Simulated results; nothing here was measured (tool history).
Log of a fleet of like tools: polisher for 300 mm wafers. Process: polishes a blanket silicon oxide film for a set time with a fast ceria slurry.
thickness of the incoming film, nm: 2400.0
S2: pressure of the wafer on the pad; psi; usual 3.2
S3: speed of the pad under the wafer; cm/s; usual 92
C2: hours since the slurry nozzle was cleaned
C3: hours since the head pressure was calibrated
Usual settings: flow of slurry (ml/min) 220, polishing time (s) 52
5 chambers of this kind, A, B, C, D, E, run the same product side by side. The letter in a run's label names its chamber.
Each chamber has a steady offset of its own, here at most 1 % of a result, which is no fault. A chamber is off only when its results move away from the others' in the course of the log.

Run 1D, hour 12.9: usual settings; wafers polished on this pad 845; C2 43.6; C3 27.2. Result: film removed (nm) 702.97.
At hour 18.2: chamber A: worn pad replaced by a new one.
At hour 23.6: chamber A: slurry nozzle cleaned.
Run 2B, hour 24.6: usual settings; wafers polished on this pad 441; C2 229.6; C3 204.8. Result: film removed (nm) 706.45.
At hour 26.6: chamber E: worn pad replaced by a new one.
Run 3E, hour 36.6: usual settings; wafers polished on this pad 152; C2 332.7; C3 38.3. Result: film removed (nm) 708.95.
Run 4C, hour 47.1: usual settings; wafers polished on this pad 1185; C2 193.3; C3 547.7. Result: film removed (nm) 705.11.
At hour 52.6: chamber D: worn pad replaced by a new one.
Run 5A, hour 59.3: usual settings; wafers polished on this pad 620; C2 35.7; C3 85.3. Result: film removed (nm) 694.99.
Run 6E, hour 71.7: usual settings; wafers polished on this pad 682; C2 367.8; C3 73.4. Result: film removed (nm) 688.58.
Run 7C, hour 78.6: usual settings; wafers polished on this pad 1661; C2 224.8; C3 579.2. Result: film removed (nm) 700.84.
Run 8A, hour 90.0: usual settings; wafers polished on this pad 1084; C2 66.4; C3 116.0. Result: film removed (nm) 707.71.
At hour 92.5: chamber B: worn pad replaced by a new one.
Run 9B, hour 99.9: usual settings; wafers polished on this pad 112; C2 304.9; C3 280.1. Result: film removed (nm) 702.47.
At hour 104.9: chamber E: worn pad replaced by a new one.
Run 10D, hour 108.8: usual settings; wafers polished on this pad 850; C2 139.5; C3 123.1. Result: film removed (nm) 686.97.
At hour 115.8: chamber A: worn pad replaced by a new one.
Run 11B, hour 119.3: usual settings; wafers polished on this pad 405; C2 324.3; C3 299.5. Result: film removed (nm) 717.95.
Run 12E, hour 128.2: usual settings; wafers polished on this pad 352; C2 424.3; C3 129.9. Result: film removed (nm) 707.14.
Run 13A, hour 140.9: usual settings; wafers polished on this pad 379; C2 117.3; C3 166.9. Result: film removed (nm) 675.86.
Run 14C, hour 150.4: usual settings; wafers polished on this pad 2745; C2 296.6; C3 651.0. Result: film removed (nm) 695.53.
At hour 154.8: chamber D: worn pad replaced by a new one.
Run 15D, hour 163.1: usual settings; wafers polished on this pad 125; C2 193.8; C3 177.4. Result: film removed (nm) 677.68.
Run 16C, hour 172.5: usual settings; wafers polished on this pad 3079; C2 318.7; C3 673.1. Result: film removed (nm) 687.30.
Run 17D, hour 180.6: usual settings but polishing time (s) 68; wafers polished on this pad 389; C2 211.3; C3 194.9. Result: film removed (nm) 906.01.
At hour 181.1: chamber E: worn pad replaced by a new one.
At hour 185.3: chamber B: worn pad replaced by a new one.
Run 18E, hour 193.8: usual settings but polishing time (s) 68; wafers polished on this pad 192; C2 489.9; C3 195.5. Result: film removed (nm) 916.25.
Run 19B, hour 200.2: usual settings but polishing time (s) 68; wafers polished on this pad 225; C2 405.2; C3 380.4. Result: film removed (nm) 919.40.
Run 20A, hour 207.8: usual settings but polishing time (s) 68; wafers polished on this pad 1390; C2 184.2; C3 233.8. Result: film removed (nm) 898.31.
Run 21C, hour 216.7: usual settings but polishing time (s) 68; wafers polished on this pad 3747; C2 362.9; C3 717.3. Result: film removed (nm) 892.49.
At hour 219.8: chamber A: worn pad replaced by a new one.
Run 22B, hour 224.3: usual settings; wafers polished on this pad 589; C2 429.3; C3 404.5. Result: film removed (nm) 696.78.
Run 23D, hour 231.7: usual settings; wafers polished on this pad 1161; C2 262.4; C3 246.0. Result: film removed (nm) 701.28.
Run 24A, hour 243.9: usual settings; wafers polished on this pad 364; C2 220.3; C3 269.9. Result: film removed (nm) 686.16.
At hour 252.6: chamber D: worn pad replaced by a new one.
Run 25E, hour 255.0: usual settings; wafers polished on this pad 1117; C2 551.1; C3 256.7. Result: film removed (nm) 691.59.
At hour 259.1: chamber E: worn pad replaced by a new one.
Run 26A, hour 261.7: usual settings; wafers polished on this pad 633; C2 238.1; C3 287.7. Result: film removed (nm) 691.31.
At hour 266.4: chamber B: worn pad replaced by a new one.
Run 27B, hour 270.0: usual settings; wafers polished on this pad 55; C2 475.0; C3 450.2. Result: film removed (nm) 697.63.
Run 28D, hour 276.4: usual settings but flow of slurry (ml/min) 270, S3 66 cm/s; wafers polished on this pad 359; C2 307.1; C3 290.7. Result: film removed (nm) 514.74.
Run 29C, hour 285.5: usual settings but flow of slurry (ml/min) 270, S3 66 cm/s; wafers polished on this pad 4786; C2 431.7; C3 786.1. Result: film removed (nm) 495.02.
Run 30E, hour 298.8: usual settings but flow of slurry (ml/min) 270, S3 66 cm/s; wafers polished on this pad 599; C2 594.9; C3 300.5. Result: film removed (nm) 501.10.
At hour 300.3: chamber C: slurry nozzle cleaned.
Run 31A, hour 308.3: usual settings but flow of slurry (ml/min) 270, S3 66 cm/s; wafers polished on this pad 1337; C2 284.7; C3 334.3. Result: film removed (nm) 515.69.
At hour 310.2: chamber A: worn pad replaced by a new one.
Run 32C, hour 320.9: usual settings but flow of slurry (ml/min) 270, S3 66 cm/s; wafers polished on this pad 5321; C2 20.7; C3 821.5. Result: film removed (nm) 479.28.
Run 33D, hour 333.0: usual settings; wafers polished on this pad 1214; C2 363.7; C3 347.3. Result: film removed (nm) 688.93.
At hour 340.2: chamber E: head pressure recalibrated.
At hour 340.6: chamber D: worn pad replaced by a new one.
Run 34E, hour 340.7: usual settings but S3 66 cm/s, polishing time (s) 35; wafers polished on this pad 1232; C2 636.8; C3 0.6. Result: film removed (nm) 326.36.
At hour 345.8: chamber E: worn pad replaced by a new one.
Run 35B, hour 350.0: usual settings but S3 66 cm/s, polishing time (s) 35; wafers polished on this pad 1264; C2 555.0; C3 530.2. Result: film removed (nm) 334.69.
Run 36B, hour 355.8: usual settings but S3 66 cm/s, polishing time (s) 35; wafers polished on this pad 1351; C2 560.8; C3 536.0. Result: film removed (nm) 335.73.
At hour 358.3: chamber B: worn pad replaced by a new one.
Run 37C, hour 367.9: usual settings but S3 66 cm/s, polishing time (s) 35; wafers polished on this pad 6031; C2 67.7; C3 868.5. Result: film removed (nm) 319.53.
Run 38A, hour 376.0: usual settings but S3 66 cm/s, polishing time (s) 35; wafers polished on this pad 995; C2 352.4; C3 402.0. Result: film removed (nm) 324.91.
Run 39D, hour 388.3: usual settings; wafers polished on this pad 721; C2 419.0; C3 402.6. Result: film removed (nm) 702.52.
Run 40E, hour 395.7: usual settings; wafers polished on this pad 753; C2 691.8; C3 55.6. Result: film removed (nm) 702.78.
Run 41E, hour 405.5: usual settings; wafers polished on this pad 901; C2 701.6; C3 65.4. Result: film removed (nm) 690.62.
Run 42C, hour 416.3: usual settings; wafers polished on this pad 6762; C2 116.1; C3 916.9. Result: film removed (nm) 649.87.
Run 43B, hour 426.0: usual settings; wafers polished on this pad 1023; C2 631.0; C3 606.2. Result: film removed (nm) 683.93.

Next, every chamber runs the same settings. What will each give?
Run 44A, hour 435.6: usual settings. Result: film removed (nm) ?.
Run 44B, hour 435.6: usual settings. Result: film removed (nm) ?.
Run 44C, hour 435.6: usual settings. Result: film removed (nm) ?.
Run 44D, hour 435.6: usual settings. Result: film removed (nm) ?.
Run 44E, hour 435.6: usual settings. Result: film removed (nm) ?.

run  film removed (nm)
44A             692.95
44B             694.30
44C             645.66
44D             702.82
44E             697.56
